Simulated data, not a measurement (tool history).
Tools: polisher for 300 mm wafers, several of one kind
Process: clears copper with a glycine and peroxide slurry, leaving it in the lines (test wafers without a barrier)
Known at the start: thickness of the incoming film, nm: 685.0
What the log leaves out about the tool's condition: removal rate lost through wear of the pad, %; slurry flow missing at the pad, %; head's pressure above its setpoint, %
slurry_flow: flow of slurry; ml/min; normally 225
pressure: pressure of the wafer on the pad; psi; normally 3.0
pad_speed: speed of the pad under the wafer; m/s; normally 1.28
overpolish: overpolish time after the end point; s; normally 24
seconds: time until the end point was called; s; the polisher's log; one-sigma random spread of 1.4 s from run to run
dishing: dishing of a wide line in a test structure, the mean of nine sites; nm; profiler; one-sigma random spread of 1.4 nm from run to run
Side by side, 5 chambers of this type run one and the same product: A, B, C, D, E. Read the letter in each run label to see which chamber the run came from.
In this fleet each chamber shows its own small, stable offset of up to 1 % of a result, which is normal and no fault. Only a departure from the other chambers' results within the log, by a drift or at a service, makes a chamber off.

run,hour,slurry_flow,pressure,pad_speed,overpolish,wafers polished on this pad,hours since the slurry nozzle was cleaned,hours since the head pressure was calibrated,seconds,dishing
1B,10.8,225,3.0,1.28,24,684,248.0,695.5,81.982,66.209
2D,20.9,225,3.0,1.28,24,464,309.2,735.8,81.761,66.900
3A,35.0,225,3.0,1.28,24,731,501.8,602.4,85.222,63.194
# hour 35.3: chamber A: head pressure recalibrated
# hour 41.0: chamber B: worn pad replaced by a new one
4C,47.0,225,3.0,1.28,24,668,69.6,392.7,82.008,66.191
5E,56.5,225,3.0,1.28,24,713,316.0,286.1,82.144,65.277
# hour 61.2: chamber A: worn pad replaced by a new one
6D,63.4,225,3.0,1.28,24,770,351.7,778.3,79.516,65.247
# hour 67.9: chamber C: worn pad replaced by a new one
7B,71.1,270,2.5,1.28,24,216,308.3,755.8,94.331,63.418
# hour 76.0: chamber E: worn pad replaced by a new one
8A,80.3,270,2.5,1.28,24,137,547.1,45.1,93.421,62.760
9E,90.9,270,2.5,1.28,24,107,350.4,320.5,95.576,61.173
10C,100.2,270,2.5,1.28,24,233,122.8,445.9,93.015,61.308
11B,113.3,270,2.5,1.28,24,520,350.5,798.0,95.437,64.865
12C,126.3,225,3.0,1.28,24,421,148.9,472.0,81.476,66.866
13D,134.0,225,3.0,1.28,24,1278,422.3,848.9,80.052,67.451
14E,145.7,225,3.0,1.28,24,502,405.2,375.3,81.775,67.301
15A,160.7,225,3.0,1.28,24,716,627.5,125.5,82.323,65.525
16B,169.1,225,3.0,1.28,24,922,406.3,853.8,81.694,64.829
# hour 169.4: chamber C: worn pad replaced by a new one
# hour 175.6: chamber D: slurry nozzle cleaned
17E,182.8,225,3.0,1.28,24,769,442.3,412.4,79.848,64.770
# hour 182.9: chamber B: worn pad replaced by a new one
# hour 189.0: chamber A: worn pad replaced by a new one
18D,197.6,225,3.0,1.28,24,1736,22.1,912.5,83.731,65.591
19A,212.3,225,3.5,1.28,24,167,679.1,177.1,70.263,70.069
# hour 220.4: chamber E: worn pad replaced by a new one
20C,222.0,225,3.5,1.28,24,379,244.6,567.7,70.841,68.242
21A,230.8,225,3.5,1.28,24,301,697.6,195.6,72.581,67.959
# hour 232.3: chamber A: slurry nozzle cleaned
22B,244.6,225,3.5,1.28,24,444,481.8,929.3,70.896,70.033
23D,258.4,225,3.5,1.28,24,2174,82.9,973.3,72.996,69.580
# hour 263.9: chamber C: worn pad replaced by a new one
24E,269.4,225,3.0,1.28,24,353,528.9,499.0,80.919,65.756
# hour 281.8: chamber E: slurry nozzle cleaned
25C,284.4,225,3.0,1.28,24,148,307.0,630.1,80.659,65.856
# hour 292.6: chamber C: slurry nozzle cleaned
26C,294.5,225,2.3,0.98,24,220,1.9,640.2,126.380,55.533
# hour 302.2: chamber A: worn pad replaced by a new one
27B,304.2,225,2.3,0.98,24,873,541.4,988.9,128.300,57.751
28A,312.5,225,2.3,0.98,24,74,80.2,277.3,128.810,55.276
# hour 321.4: chamber B: slurry nozzle cleaned
29E,323.1,225,2.3,0.98,24,740,41.4,552.7,130.790,55.584
30D,329.8,225,2.3,0.98,24,2688,154.3,1044.7,130.700,56.046
# hour 331.6: chamber B: worn pad replaced by a new one
31B,339.8,225,3.0,1.28,24,59,18.4,1024.5,82.897,69.337
# hour 345.8: chamber E: worn pad replaced by a new one
32D,354.2,225,3.0,1.28,24,2864,178.7,1069.1,84.067,66.102
33A,367.2,225,3.0,1.28,24,467,134.9,332.0,83.967,62.589
# hour 375.9: chamber C: worn pad replaced by a new one
34E,383.0,225,3.0,1.28,24,267,101.3,612.6,80.741,63.792
35C,393.7,225,2.5,1.28,24,128,101.1,739.4,95.413,62.979
36B,405.9,225,2.5,1.28,24,535,84.5,1090.6,96.471,63.666
# hour 410.7: chamber A: worn pad replaced by a new one
37C,413.6,225,2.5,1.28,24,271,121.0,759.3,94.849,63.961
38A,428.5,225,2.5,1.28,24,128,196.2,393.3,93.970,59.445
39D,442.1,225,2.5,1.28,24,3496,266.6,1157.0,101.530,60.956
40E,454.6,225,3.0,1.28,24,783,172.9,684.2,79.761,65.831
# hour 461.8: chamber B: worn pad replaced by a new one
41C,462.7,225,3.0,1.28,24,625,170.1,808.4,80.132,65.469
42D,469.9,225,3.0,1.28,24,3696,294.4,1184.8,88.930,63.918
43A,483.8,225,3.0,1.28,24,526,251.5,448.6,82.813,64.489
44B,495.4,225,3.0,1.28,24,242,174.0,1180.1,80.967,64.581

Has any chamber moved away from the others, gradually or after a service, or does the common gauge drift, or do the chambers differ only by their own small steady offsets? State the chamber and the most likely cause if one applies.

It is chamber D that slowly wanders off from its peers.
Likeliest cause: removal rate lost through wear of the pad, % = 10.3.
The log might look much the same if the cause were instead: head's pressure below its setpoint, %.

Below are 4 candidate recipes for chamber D's next run, each the usual settings with a change, their results shown as question marks. Which of them brings D's results back in line with what the other chambers give on the usual settings?
Allowed miss from the other chambers' usual-settings mean, per result, to count as in line: seconds 4.900 s; dishing 4.900 nm
45D-1,506.6,225,3.2,1.36,24,,,,?,?
45D-2,506.6,230,3.3,1.44,25,,,,?,?
45D-3,506.6,225,2.8,1.20,24,,,,?,?
45D-4,506.6,220,2.7,1.12,23,,,,?,?

Usual-settings mean across the other chambers: seconds 82.078 s; dishing 65.860 nm
run,seconds,dishing
45D-1,81.501,64.881
45D-2,75.231,66.762
45D-3,101.850,60.480
45D-4,111.570,57.540
It is 45D-1 that realigns the chamber with its peers.
